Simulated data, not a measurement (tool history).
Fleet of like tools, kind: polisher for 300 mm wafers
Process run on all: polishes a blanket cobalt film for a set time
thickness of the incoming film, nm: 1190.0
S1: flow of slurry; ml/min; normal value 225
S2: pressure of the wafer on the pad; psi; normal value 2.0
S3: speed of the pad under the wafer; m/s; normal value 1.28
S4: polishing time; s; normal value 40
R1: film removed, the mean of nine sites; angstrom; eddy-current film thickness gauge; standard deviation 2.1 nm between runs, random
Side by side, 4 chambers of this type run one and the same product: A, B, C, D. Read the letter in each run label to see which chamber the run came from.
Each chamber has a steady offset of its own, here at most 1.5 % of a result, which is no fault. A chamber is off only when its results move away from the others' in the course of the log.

run   hour   S1   S2    S3  S4      R1
 1B    2.9  225  2.0  1.28  40  2215.6
       3.4  -- chamber A: slurry nozzle cleaned
 2D    8.0  225  2.0  1.28  40  2242.8
 3C   12.1  225  2.0  1.28  40  2217.0
      13.5  -- chamber A: worn pad replaced by a new one
 4A   15.9  225  2.0  1.28  40  2261.7
 5D   18.4  225  2.0  1.28  40  2250.7
 6A   22.4  225  2.0  1.28  40  2225.6
      23.3  -- chamber C: worn pad replaced by a new one
 7B   27.8  225  2.0  1.28  51  2804.2
 8C   31.7  225  2.0  1.28  51  2841.1
 9A   35.3  225  2.0  1.28  51  2870.1
      40.1  -- chamber B: worn pad replaced by a new one
10D   40.8  225  2.0  1.28  51  2849.1
11C   44.3  225  2.0  1.28  40  2237.3
12B   47.8  225  2.0  1.66  40  2890.8
13B   51.0  225  2.0  1.66  40  2954.5
      54.8  -- chamber A: worn pad replaced by a new one
14A   55.4  225  2.0  1.66  40  2942.1
15C   57.8  225  2.0  1.66  40  2927.0
16D   60.7  225  2.0  1.28  40  2215.2
17B   65.9  225  2.0  1.28  40  2264.1
      66.1  -- chamber C: worn pad replaced by a new one
18C   70.4  225  2.0  1.28  40  2164.9
19A   73.5  225  2.0  1.28  40  2239.9
20D   78.0  225  2.0  1.28  40  2204.8
21C   81.5  225  2.0  1.28  40  2225.0
22A   86.0  225  2.0  1.28  40  2257.8
      89.2  -- chamber A: worn pad replaced by a new one
      90.2  -- chamber B: head pressure recalibrated
23B   91.5  225  1.4  1.28  52  2217.3
      94.0  -- chamber B: slurry nozzle cleaned
24D   96.4  225  1.4  1.28  52  2023.1
25B  101.2  225  1.4  1.28  52  2214.4
     103.2  -- chamber D: worn pad replaced by a new one
26C  104.6  225  1.4  1.28  52  1984.2
     105.3  -- chamber C: worn pad replaced by a new one
     107.1  -- chamber C: slurry nozzle cleaned
27D  107.6  225  2.0  1.28  40  2260.1
28A  111.5  225  2.0  1.28  40  2234.2
29A  114.7  225  2.0  1.28  40  2212.2
30C  117.1  195  2.0  1.28  40  2191.0
31B  122.1  195  2.0  1.28  40  2359.1
32D  126.1  195  2.0  1.28  40  2186.6
33D  131.0  195  2.0  1.28  40  2178.0
     132.2  -- chamber A: worn pad replaced by a new one
34A  135.7  225  2.0  1.28  40  2237.2
     136.0  -- chamber B: worn pad replaced by a new one
35C  140.5  225  2.0  1.28  40  2211.7
36B  143.7  225  2.6  1.28  52  4135.6
37A  146.7  225  2.6  1.28  52  3779.6
     147.3  -- chamber C: worn pad replaced by a new one
38C  150.8  225  2.6  1.28  52  3781.6

Is one chamber off against the others, does the gauge drift, or is nothing wrong? If a chamber is off, say which, and what the likeliest cause is.

After it was serviced, chamber B no longer matches the other chambers.
Most likely cause: head's pressure above its setpoint, % = 8.53.

Below are 4 candidate recipes for chamber B's next run, each the usual settings with a change, their results shown as question marks. Which of them brings B's results back in line with what the other chambers give on the usual settings?
To be in line, a result may differ from the other chambers' mean on the usual settings by at most: R1 74.0 angstrom
39B-1  154.8  225  1.9  1.28  39   ?
39B-2  154.8  225  2.0  1.28  44   ?
39B-3  154.8  225  2.0  1.32  40   ?
39B-4  154.8  225  2.0  1.26  40   ?

The other chambers' mean on the usual settings: R1 2230.0 angstrom
  run      R1
39B-1  2256.6
39B-2  2679.9
39B-3  2511.3
39B-4  2398.8
With 39B-1, the chamber falls back in line with the rest.

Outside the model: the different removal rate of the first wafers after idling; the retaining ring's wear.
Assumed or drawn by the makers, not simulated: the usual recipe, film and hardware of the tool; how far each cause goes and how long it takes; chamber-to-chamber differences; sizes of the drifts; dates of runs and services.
